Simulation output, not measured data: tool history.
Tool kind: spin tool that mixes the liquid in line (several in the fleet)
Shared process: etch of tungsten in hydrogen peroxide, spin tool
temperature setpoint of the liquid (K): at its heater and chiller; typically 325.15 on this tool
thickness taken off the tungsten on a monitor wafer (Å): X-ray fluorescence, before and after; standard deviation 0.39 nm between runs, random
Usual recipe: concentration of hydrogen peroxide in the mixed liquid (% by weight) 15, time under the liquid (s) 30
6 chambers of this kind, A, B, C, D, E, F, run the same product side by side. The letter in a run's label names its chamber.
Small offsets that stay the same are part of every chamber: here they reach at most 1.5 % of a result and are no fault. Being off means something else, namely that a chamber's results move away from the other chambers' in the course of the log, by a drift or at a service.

run   hour  temperature setpoint of the liquid (K)  concentration of hydrogen peroxide in the mixed liquid (% by weight)  time under the liquid (s)  hours since the thermometer was replaced  hours since the peroxide flow meter was replaced  hours since the heated supply line was repaired  hours since the drum of peroxide was connected  read-back film thickness of the tungsten reference wafer, read on the same gauge (nm)  thickness taken off the tungsten on a monitor wafer (Å)
       3.3  -- chamber B: new drum of peroxide connected
       3.5  -- chamber D: heated supply line repaired
 1C    6.8                                  325.15                                                                    15                         30                                    1263.2                                             204.8                                            726.2                                            1004                                                                                 90.023                                                   468.15
 2A   12.1                                  325.15                                                                    15                         30                                      70.2                                            1887.7                                            527.7                                           138.6                                                                                 90.016                                                   470.57
 3E   20.6                                  325.15                                                                    15                         30                                    1473.5                                             785.3                                           2709.1                                           817.9                                                                                 90.009                                                   452.45
 4B     30                                  325.15                                                                    15                         30                                    1935.7                                             882.6                                           2363.6                                            26.8                                                                                  89.99                                                   454.65
 5D   36.1                                  325.15                                                                    18                         30                                    1063.4                                             651.5                                             32.7                                           971.6                                                                                 90.023                                                   510.42
 6F   40.4                                  325.15                                                                    18                         30                                       365                                             317.3                                           1391.8                                           744.9                                                                                 89.996                                                   515.71
 7D   46.9                                  325.15                                                                    18                         30                                    1074.2                                             662.3                                             43.5                                           982.4                                                                                 90.001                                                   508.62
 8C   54.6                                  325.15                                                                    18                         30                                      1311                                             252.6                                              774                                          1051.8                                                                                 89.981                                                   508.33
 9F   59.8                                  325.15                                                                    18                         30                                     384.4                                             336.7                                           1411.2                                           764.3                                                                                 89.979                                                   516.23
10E   63.9                                  325.15                                                                    18                         30                                    1516.8                                             828.6                                           2752.4                                           861.2                                                                                 90.046                                                   504.21
11B   69.2                                  325.15                                                                    15                         30                                    1974.9                                             921.8                                           2402.8                                              66                                                                                 90.004                                                   456.49
12A   74.1                                  325.15                                                                    15                         30                                     132.2                                            1949.7                                            589.7                                           200.6                                                                                 90.017                                                   464.28
13B   78.1                                  325.15                                                                    15                         30                                    1983.8                                             930.7                                           2411.7                                            74.9                                                                                 89.976                                                   460.13
14A   84.3                                  325.15                                                                    15                         30                                     142.4                                            1959.9                                            599.9                                           210.8                                                                                 89.958                                                   470.65
        85  -- chamber F: heated supply line repaired
15C   91.4                                  325.15                                                                  18.5                         50                                    1347.8                                             289.4                                            810.8                                          1088.6                                                                                 89.976                                                   847.09
      94.2  -- chamber D: new drum of peroxide connected
16D   98.2                                  325.15                                                                  18.5                         50                                    1125.5                                             713.6                                             94.8                                             4.1                                                                                  90.04                                                   853.81
17E  104.5                                  325.15                                                                  18.5                         50                                    1557.4                                             869.2                                             2793                                           901.8                                                                                 90.003                                                    857.5
18F  111.5                                  325.15                                                                  18.5                         50                                     436.1                                             388.4                                             26.5                                             816                                                                                 90.019                                                   867.75
19B  118.3                                  325.15                                                                  18.5                         50                                      2024                                             970.9                                           2451.9                                           115.1                                                                                 89.976                                                   847.27
     120.1  -- chamber D: peroxide flow meter replaced
     121.8  -- chamber F: peroxide flow meter replaced
20C  123.6                                  325.15                                                                  18.5                         50                                      1380                                             321.6                                              843                                          1120.8                                                                                 89.978                                                   833.63
     130.1  -- chamber A: peroxide flow meter replaced
21D  132.6                                  325.15                                                                    15                         30                                    1159.9                                              12.6                                            129.2                                            38.5                                                                                 90.026                                                   466.98
22A  138.9                                  325.15                                                                    15                         30                                       197                                               8.9                                            654.5                                           265.4                                                                                 89.995                                                   468.95
23F  144.4                                  325.15                                                                    15                         30                                       469                                              22.6                                             59.4                                           848.9                                                                                  89.97                                                   468.28
24E  150.1                                  325.15                                                                    15                         30                                      1603                                             914.8                                           2838.6                                           947.4                                                                                 89.992                                                   459.21
25F  158.1                                  325.15                                                                    15                         30                                     482.7                                              36.3                                             73.1                                           862.6                                                                                 90.033                                                   467.56
     159.7  -- chamber C: thermometer replaced
26B  165.8                                  325.15                                                                    15                         30                                    2071.5                                            1018.4                                           2499.4                                           162.6                                                                                 90.022                                                   461.26
27A  173.4                                  325.15                                                                    15                         30                                     231.5                                              43.4                                              689                                           299.9                                                                                 90.001                                                   464.44
28E  177.6                                  332.15                                                                    15                         45                                    1630.5                                             942.3                                           2866.1                                           974.9                                                                                 89.972                                                   1042.9
29C  182.1                                  332.15                                                                    15                         45                                      22.4                                             380.1                                            901.5                                          1179.3                                                                                 89.985                                                    995.9
30D  188.8                                  332.15                                                                    15                         45                                    1216.1                                              68.8                                            185.4                                            94.7                                                                                 90.019                                                   1057.9
31B  196.2                                  332.15                                                                    15                         45                                    2101.9                                            1048.8                                           2529.8                                             193                                                                                 89.965                                                   1038.4
32C    204                                  332.15                                                                    15                         45                                      44.3                                               402                                            923.4                                          1201.2                                                                                 89.996                                                   1003.2
33A  208.8                                  332.15                                                                    15                         45                                     266.9                                              78.8                                            724.4                                           335.3                                                                                 89.991                                                   1063.2
34D  213.7                                  325.15                                                                    15                         30                                      1241                                              93.7                                            210.3                                           119.6                                                                                 90.019                                                   469.53
35E  219.8                                  325.15                                                                    12                         40                                    1672.7                                             984.5                                           2908.3                                          1017.1                                                                                 89.966                                                      550
36F  228.1                                  325.15                                                                    12                         40                                     552.7                                             106.3                                            143.1                                           932.6                                                                                 90.043                                                   558.79

Is one chamber out of step, is the gauge drifting, or do the chambers differ by no more than their own small offsets? For an off chamber, give its letter and the likeliest cause.

Chamber C drifts away from the others.
Most likely cause: temperature lost on the way to the wafer (K) = 1.03.
With only this log, it may be confused with: peroxide flow below the setpoint (%).

Which of the 4 candidates below, each the usual settings with something changed and its results left as question marks, puts chamber C back in line with what the other chambers give on the usual settings?
In-line tolerance around the mean of the other chambers on the usual settings: thickness taken off the tungsten on a monitor wafer (Å) 14
37C-1  234.8                                  327.15                                                                    15                         30                                                                                                                                                                                                                                                                                                                                            ?
37C-2  234.8                                  324.15                                                                    15                         30                                                                                                                                                                                                                                                                                                                                            ?
37C-3  234.8                                  326.15                                                                    15                         30                                                                                                                                                                                                                                                                                                                                            ?
37C-4  234.8                                  325.15                                                                    12                         30                                                                                                                                                                                                                                                                                                                                            ?

Other chambers, usual settings, mean: thickness taken off the tungsten on a monitor wafer (Å) 463.94
  run  thickness taken off the tungsten on a monitor wafer (Å)
37C-1                                                   491.24
37C-2                                                   410.36
37C-3                                                   462.82
37C-4                                                   390.34
Change 37C-3 lands the chamber within the allowed miss of the other chambers.
